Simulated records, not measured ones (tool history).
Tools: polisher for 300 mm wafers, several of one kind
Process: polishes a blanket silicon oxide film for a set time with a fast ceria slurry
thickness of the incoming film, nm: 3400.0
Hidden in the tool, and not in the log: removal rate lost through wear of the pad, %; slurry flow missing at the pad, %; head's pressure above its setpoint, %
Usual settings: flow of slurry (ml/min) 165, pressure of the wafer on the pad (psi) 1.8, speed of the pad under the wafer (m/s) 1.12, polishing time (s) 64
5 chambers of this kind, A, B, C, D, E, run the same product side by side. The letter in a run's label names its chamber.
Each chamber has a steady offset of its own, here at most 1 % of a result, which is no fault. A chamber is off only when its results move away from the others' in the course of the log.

run	hour	flow of slurry (ml/min)	pressure of the wafer on the pad (psi)	speed of the pad under the wafer (m/s)	polishing time (s)	wafers polished on this pad	hours since the slurry nozzle was cleaned	hours since the head pressure was calibrated	film removed (nm)
1A	11.8	165	1.8	1.12	64	362	455.9	113.9	620.56
# hour 14.6: chamber B: worn pad replaced by a new one
# hour 18.9: chamber D: worn pad replaced by a new one
2C	23.9	165	1.8	1.12	64	835	661.1	604.7	622.37
# hour 29.1: chamber E: worn pad replaced by a new one
3B	32.8	165	1.8	1.12	64	223	375.1	206.9	614.42
# hour 33.6: chamber B: slurry nozzle cleaned
# hour 41.3: chamber C: worn pad replaced by a new one
4D	45.9	165	1.8	1.12	64	331	54.4	855.3	606.49
5E	55.8	165	1.8	1.12	64	327	179.6	251.8	617.97
6A	67.5	165	1.8	1.12	64	1045	511.6	169.6	621.91
# hour 68.2: chamber A: worn pad replaced by a new one
7B	82.3	165	1.8	1.12	64	830	48.8	256.4	613.18
8D	94.9	165	1.8	1.12	64	931	103.4	904.3	623.8
9C	105.2	165	1.8	1.12	64	784	742.4	686	613.62
# hour 113.2: chamber E: worn pad replaced by a new one
10E	121.2	165	1.8	1.12	64	98	245	317.2	614.74
11D	129	165	1.8	1.12	64	1349	137.5	938.4	612.08
# hour 133.8: chamber B: worn pad replaced by a new one
# hour 135.4: chamber D: worn pad replaced by a new one
# hour 136.1: chamber C: worn pad replaced by a new one
12C	143.7	165	1.8	1.12	64	94	780.9	724.5	613.65
# hour 156.8: chamber D: head pressure recalibrated
13E	157	165	1.8	1.12	64	537	280.8	353	609.13
# hour 160.8: chamber A: worn pad replaced by a new one
14B	169.9	165	1.8	1.12	64	443	136.4	344	610.19
15A	185.1	165	1.8	1	64	299	629.2	287.2	543.01
# hour 197.8: chamber E: worn pad replaced by a new one
16B	199.3	165	1.8	1	64	803	165.8	373.4	540.09
17A	207.3	165	1.8	1	64	571	651.4	309.4	544.18
18D	221.1	165	1.8	1	64	1051	229.6	64.4	613.34
# hour 222.3: chamber C: worn pad replaced by a new one
19E	234.8	165	1.8	1	64	454	358.6	430.8	550.71
20C	244.4	165	1.8	1.12	64	271	881.6	825.2	618.03
21A	255.6	165	1.8	1.12	64	1163	699.7	357.7	613.3
# hour 257.4: chamber A: worn pad replaced by a new one
# hour 263.9: chamber D: worn pad replaced by a new one
22C	265.7	165	1.8	1.12	64	532	902.9	846.5	610.68
# hour 267.5: chamber B: worn pad replaced by a new one
23B	279.6	165	1.8	1.12	64	149	246.1	453.7	614.65
# hour 280.7: chamber E: worn pad replaced by a new one
# hour 283.2: chamber C: slurry nozzle cleaned
# hour 291.3: chamber A: slurry nozzle cleaned
24E	292.2	165	1.8	1.12	64	141	416	488.2	626.79
25D	302.3	165	1.8	1.12	64	471	310.8	145.6	692.55
26E	312.5	165	1.8	1.12	64	390	436.3	508.5	614.55
27B	321.3	215	1.8	1.12	43	660	287.8	495.4	430.16
# hour 322.5: chamber C: worn pad replaced by a new one
28C	336.2	215	1.8	1.12	43	168	53.1	917	424.37
# hour 337.6: chamber A: worn pad replaced by a new one
29D	352.6	215	1.8	1.12	43	1088	361.1	195.9	471.37
# hour 353: chamber A: head pressure recalibrated
# hour 357.9: chamber D: slurry nozzle cleaned
# hour 366: chamber C: head pressure recalibrated
30A	366.2	215	1.8	1.12	43	351	74.9	13.3	425.73
# hour 368.2: chamber D: worn pad replaced by a new one
# hour 374.2: chamber E: worn pad replaced by a new one
31E	375.9	215	1.8	1.12	43	21	499.7	571.9	429
32B	384.1	165	1.8	1.12	64	1430	350.6	558.2	614.08
# hour 393.6: chamber B: worn pad replaced by a new one
33C	393.9	165	1.8	1.12	64	876	110.8	28	617.91
34D	405.4	165	1.8	1.12	64	456	47.5	248.7	677.48
35A	415	165	1.8	1.12	64	949	123.7	62.1	613.8
# hour 415.8: chamber C: worn pad replaced by a new one
36C	426.2	165	1.8	1.12	64	128	143.1	60.3	616.21
37D	442.5	165	1.8	1.12	64	911	84.6	285.8	676.88
# hour 447.6: chamber B: slurry nozzle cleaned
38B	451.8	165	1.8	1.12	64	713	4.2	625.9	629.99

Next, every chamber runs the same settings. What will each give?
39A	463.5	165	2	1.12	64				?
39B	463.5	165	2	1.12	64				?
39C	463.5	165	2	1.12	64				?
39D	463.5	165	2	1.12	64				?
39E	463.5	165	2	1.12	64				?

run	film removed (nm)
39A	680.26
39B	678.78
39C	681.71
39D	747.45
39E	684.91

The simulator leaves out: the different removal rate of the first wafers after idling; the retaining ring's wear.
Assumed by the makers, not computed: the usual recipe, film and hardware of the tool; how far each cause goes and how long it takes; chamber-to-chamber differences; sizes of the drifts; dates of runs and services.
